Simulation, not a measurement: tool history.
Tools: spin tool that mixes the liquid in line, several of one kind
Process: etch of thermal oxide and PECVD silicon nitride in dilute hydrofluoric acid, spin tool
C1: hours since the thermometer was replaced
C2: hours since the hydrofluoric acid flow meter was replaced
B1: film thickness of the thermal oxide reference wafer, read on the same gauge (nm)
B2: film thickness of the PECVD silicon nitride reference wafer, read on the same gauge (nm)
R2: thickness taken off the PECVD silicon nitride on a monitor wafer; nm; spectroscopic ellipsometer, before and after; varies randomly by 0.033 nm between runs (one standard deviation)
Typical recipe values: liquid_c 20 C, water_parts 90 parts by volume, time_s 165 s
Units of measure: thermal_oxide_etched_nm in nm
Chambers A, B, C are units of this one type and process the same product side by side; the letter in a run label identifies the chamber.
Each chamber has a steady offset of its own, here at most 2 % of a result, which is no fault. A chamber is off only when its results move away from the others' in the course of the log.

run 1A hour=11.3 | liquid_c=20 water_parts=90 time_s=165 | C1=714.7 C2=1479.5 | B1=90.011 B2=139.96 | thermal_oxide_etched_nm=7.4267 R2=2.4063
run 2C hour=23.7 | liquid_c=20 water_parts=90 time_s=165 | C1=633.8 C2=284.2 | B1=89.979 B2=139.96 | thermal_oxide_etched_nm=7.6155 R2=2.4227
-- hour=23.8 chamber A: hydrofluoric acid flow meter replaced
run 3B hour=31.7 | liquid_c=20 water_parts=90 time_s=165 | C1=1235.9 C2=805.6 | B1=90.022 B2=140.02 | thermal_oxide_etched_nm=7.7079 R2=2.3519
run 4C hour=44.6 | liquid_c=20 water_parts=90 time_s=165 | C1=654.7 C2=305.1 | B1=90.004 B2=139.97 | thermal_oxide_etched_nm=7.6284 R2=2.3889
run 5A hour=53 | liquid_c=20 water_parts=90 time_s=165 | C1=756.4 C2=29.3 | B1=89.973 B2=140.01 | thermal_oxide_etched_nm=7.4871 R2=2.3648
run 6B hour=68.7 | liquid_c=20 water_parts=90 time_s=165 | C1=1272.9 C2=842.6 | B1=90.004 B2=140.01 | thermal_oxide_etched_nm=7.6835 R2=2.3988
run 7A hour=84.7 | liquid_c=20 water_parts=90 time_s=165 | C1=788.1 C2=61 | B1=89.985 B2=140.01 | thermal_oxide_etched_nm=7.5004 R2=2.3333
run 8C hour=95.4 | liquid_c=20 water_parts=90 time_s=165 | C1=705.5 C2=355.9 | B1=90.048 B2=139.94 | thermal_oxide_etched_nm=7.5991 R2=2.3479
run 9B hour=104.4 | liquid_c=20 water_parts=90 time_s=165 | C1=1308.6 C2=878.3 | B1=90.052 B2=140 | thermal_oxide_etched_nm=7.6708 R2=2.3604
run 10C hour=113.4 | liquid_c=21.5 water_parts=45 time_s=165 | C1=723.5 C2=373.9 | B1=89.964 B2=139.96 | thermal_oxide_etched_nm=16.776 R2=5.0431
run 11B hour=128.9 | liquid_c=21.5 water_parts=45 time_s=165 | C1=1333.1 C2=902.8 | B1=90.014 B2=139.99 | thermal_oxide_etched_nm=16.939 R2=5.1312
run 12A hour=140.8 | liquid_c=21.5 water_parts=45 time_s=165 | C1=844.2 C2=117.1 | B1=90.008 B2=139.98 | thermal_oxide_etched_nm=16.624 R2=5.0761
run 13B hour=150.9 | liquid_c=20 water_parts=90 time_s=165 | C1=1355.1 C2=924.8 | B1=89.977 B2=140 | thermal_oxide_etched_nm=7.6841 R2=2.3795
run 14A hour=165.5 | liquid_c=20 water_parts=130 time_s=165 | C1=868.9 C2=141.8 | B1=90.011 B2=140.01 | thermal_oxide_etched_nm=5.002 R2=1.6785
run 15C hour=178.5 | liquid_c=20 water_parts=130 time_s=165 | C1=788.6 C2=439 | B1=89.944 B2=139.95 | thermal_oxide_etched_nm=5.0845 R2=1.6501
run 16B hour=193 | liquid_c=20 water_parts=130 time_s=165 | C1=1397.2 C2=966.9 | B1=90.02 B2=140 | thermal_oxide_etched_nm=5.1125 R2=1.6189
run 17C hour=200.7 | liquid_c=20 water_parts=90 time_s=165 | C1=810.8 C2=461.2 | B1=90.021 B2=140.02 | thermal_oxide_etched_nm=7.6254 R2=2.3888
run 18A hour=211.1 | liquid_c=20 water_parts=90 time_s=165 | C1=914.5 C2=187.4 | B1=90.013 B2=140.02 | thermal_oxide_etched_nm=7.5125 R2=2.3641
run 19B hour=227.2 | liquid_c=20 water_parts=90 time_s=165 | C1=1431.4 C2=1001.1 | B1=89.97 B2=140 | thermal_oxide_etched_nm=7.6975 R2=2.4069
run 20C hour=235.5 | liquid_c=20 water_parts=90 time_s=165 | C1=845.6 C2=496 | B1=90.023 B2=139.98 | thermal_oxide_etched_nm=7.6371 R2=2.3846
run 21A hour=244.9 | liquid_c=20 water_parts=90 time_s=165 | C1=948.3 C2=221.2 | B1=89.996 B2=140.03 | thermal_oxide_etched_nm=7.5106 R2=2.4176

The same settings go to every chamber for the next run, one line per chamber below. Forecast the results for each:
run 22A hour=256.6 | liquid_c=20 water_parts=90 time_s=205 | thermal_oxide_etched_nm=? R2=?
run 22B hour=256.6 | liquid_c=20 water_parts=90 time_s=205 | thermal_oxide_etched_nm=? R2=?
run 22C hour=256.6 | liquid_c=20 water_parts=90 time_s=205 | thermal_oxide_etched_nm=? R2=?

run=22A thermal_oxide_etched_nm=9.2522 R2=2.8751
run=22B thermal_oxide_etched_nm=9.4917 R2=2.9247
run=22C thermal_oxide_etched_nm=9.4259 R2=2.9513
